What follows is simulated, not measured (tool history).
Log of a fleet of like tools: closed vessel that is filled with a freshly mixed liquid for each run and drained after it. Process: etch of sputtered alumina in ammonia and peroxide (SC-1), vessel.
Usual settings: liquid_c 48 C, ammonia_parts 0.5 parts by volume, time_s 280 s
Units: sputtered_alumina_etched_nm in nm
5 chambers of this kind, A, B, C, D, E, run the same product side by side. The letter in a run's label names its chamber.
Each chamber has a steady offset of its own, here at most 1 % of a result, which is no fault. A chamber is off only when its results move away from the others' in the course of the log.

run   hour  liquid_c  ammonia_parts  time_s  read-back film thickness of the sputtered alumina reference wafer, read on the same gauge (nm)  sputtered_alumina_etched_nm
 1D    7.6        48            0.5     280                                                                                          50.022                       17.561
 2E   12.9        48            0.5     280                                                                                          49.997                       17.542
      21.1  -- chamber B: thermometer replaced
 3C   22.1        48            0.5     280                                                                                          50.017                       17.388
 4B   30.6        48            0.5     280                                                                                          50.009                       17.589
 5A   34.8        48            0.5     280                                                                                          50.007                        17.74
 6D   39.5        48            0.5     280                                                                                           49.97                       17.743
 7C   45.9        48            0.5     280                                                                                          50.012                       17.488
 8E   52.5        48            0.5     280                                                                                          49.998                       17.735
 9B   57.3        48            0.5     280                                                                                          49.999                       17.798
10A   64.4        56            0.5     115                                                                                          49.987                       11.064
11A   68.8        56            0.5     115                                                                                          49.992                       11.237
12D   77.9        56            0.5     115                                                                                          49.994                       11.123
13E     83        56            0.5     115                                                                                          50.001                       11.049
      89.1  -- chamber D: ammonia flow meter replaced
14C   89.8        56            0.5     115                                                                                          49.981                       11.091
15B   96.4        48            0.5     280                                                                                          49.988                        17.63
16C    104        48            0.5     280                                                                                          49.995                       17.493
17A  111.8        48            0.5     280                                                                                          50.011                       17.402
18E  120.9        48            0.5     280                                                                                          49.975                       17.303
19D  126.7        48            0.5     280                                                                                          49.995                       17.613
20B  134.9        48            0.5     280                                                                                          50.002                       17.567
21B  139.2        48            0.5     280                                                                                          50.001                       17.537
22E  143.8        48            0.5     280                                                                                          50.007                       17.248
23C  150.3        48            0.5     280                                                                                          49.988                       17.414
     150.4  -- chamber A: new drum of ammonia solution connected
24A  158.9        48            0.5     280                                                                                          49.995                       17.421
25D  165.2        48            0.5     280                                                                                          50.014                       17.593
26A  174.6        48            0.5     280                                                                                          49.991                       17.474
     180.4  -- chamber B: new drum of ammonia solution connected
27C  182.2        48            0.5     280                                                                                          49.995                       17.448
28B  188.4        48            0.5     280                                                                                          50.022                       17.832
29D    195        48            0.5     280                                                                                          49.991                       17.743
30E  204.3        48            0.5     280                                                                                          49.987                        16.89
31C  211.2        48            0.5     280                                                                                          50.003                       17.457
32E  220.6        48            0.5     280                                                                                          49.992                       16.711
33B    227        48            0.5     280                                                                                          49.983                       17.592
34A  232.5        48            0.5     280                                                                                          49.989                       17.537
35D  240.9        48            0.5     280                                                                                          50.002                       17.566
36A  249.1        48            0.5     390                                                                                          50.005                       24.256

Is one chamber off against the others, does the gauge drift, or is nothing wrong? If a chamber is off, say which, and what the likeliest cause is.

Chamber E drifts away from the others.
Cause: liquid colder than its thermometer reads (K) = 1.01.

Here are 4 candidates for chamber E's next run, each the usual settings with a change, their results left as question marks. Which one brings its results back in line with what the others give on the usual settings?
In line means no further than this from the other chambers' mean on the usual settings: sputtered_alumina_etched_nm 0.41 nm
37E-1  255.9        48            0.5     285                                                                                                                            ?
37E-2  255.9        48            0.5     295                                                                                                                            ?
37E-3  255.9        48            0.5     275                                                                                                                            ?
37E-4  255.9        48            0.3     280                                                                                                                            ?

The other chambers' mean on the usual settings: sputtered_alumina_etched_nm 17.55 nm
  run  sputtered_alumina_etched_nm
37E-1                       16.972
37E-2                       17.567
37E-3                       16.376
37E-4                        15.87
37E-2 brings the chamber back in line.
